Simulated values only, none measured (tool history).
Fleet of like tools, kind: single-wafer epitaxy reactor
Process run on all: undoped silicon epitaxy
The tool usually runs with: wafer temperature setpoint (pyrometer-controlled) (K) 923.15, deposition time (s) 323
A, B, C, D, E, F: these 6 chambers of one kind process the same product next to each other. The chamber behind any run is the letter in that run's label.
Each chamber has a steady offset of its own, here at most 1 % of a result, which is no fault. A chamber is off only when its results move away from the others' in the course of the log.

run,day,wafer temperature setpoint (pyrometer-controlled) (K),deposition time (s),"read-back reference wafer on the same gauge, thickness_nm",mean film thickness on the monitor wafer (nm)
1B,0.188,923.15,323,52.521,54.549
2F,0.362,923.15,323,52.501,54.224
3D,0.700,923.15,323,52.547,54.883
4E,1.021,923.15,323,52.528,53.919
5C,1.221,923.15,323,52.550,53.776
6A,1.392,923.15,323,52.537,54.226
7C,1.625,923.15,323,52.541,53.925
8E,1.962,923.15,323,52.551,53.867
9A,2.125,923.15,323,52.555,54.235
10F,2.396,923.15,323,52.567,54.310
11B,2.583,923.15,386,52.588,65.450
12D,2.850,923.15,386,52.610,65.633
13A,3.171,923.15,386,52.598,64.942
14E,3.350,923.15,386,52.602,64.393
15C,3.671,923.15,386,52.603,64.495
16F,3.875,923.15,386,52.617,65.197
17D,4.150,923.15,323,52.625,55.009
18B,4.321,923.15,323,52.619,54.648
19B,4.525,923.15,323,52.632,54.784
20A,4.683,923.15,323,52.654,54.508
21E,4.858,923.15,323,52.633,53.870
22F,5.100,923.15,323,52.675,54.531
23D,5.254,923.15,323,52.667,54.872
24C,5.592,923.15,323,52.679,54.147
25E,5.888,923.15,323,52.673,54.109
26F,6.183,923.15,323,52.697,54.632
27C,6.496,923.15,323,52.692,54.068
28A,6.704,923.15,323,52.721,54.367
# day 6.712: chamber F: pyrometer calibrated
29B,7.042,923.15,323,52.734,54.806
30D,7.325,923.15,286,52.716,48.687
31E,7.492,923.15,286,52.748,47.820
32A,7.804,923.15,286,52.731,48.160
33B,8.075,923.15,286,52.745,48.603
34C,8.325,923.15,286,52.748,47.976
35D,8.612,923.15,286,52.756,48.671
36F,8.862,923.15,323,52.777,54.711
37D,9.171,923.15,323,52.793,55.167
38A,9.392,916.15,360,52.783,52.015
39B,9.650,916.15,360,52.814,52.557
40E,9.812,916.15,360,52.789,51.773
41F,10.096,916.15,360,52.842,52.250

All 6 chambers run these settings next. Forecast each chamber's results:
42A,10.338,923.15,323,,?
42B,10.338,923.15,323,,?
42C,10.338,923.15,323,,?
42D,10.338,923.15,323,,?
42E,10.338,923.15,323,,?
42F,10.338,923.15,323,,?

run,mean film thickness on the monitor wafer (nm)
42A,54.659
42B,54.887
42C,54.130
42D,55.149
42E,54.402
42F,54.714

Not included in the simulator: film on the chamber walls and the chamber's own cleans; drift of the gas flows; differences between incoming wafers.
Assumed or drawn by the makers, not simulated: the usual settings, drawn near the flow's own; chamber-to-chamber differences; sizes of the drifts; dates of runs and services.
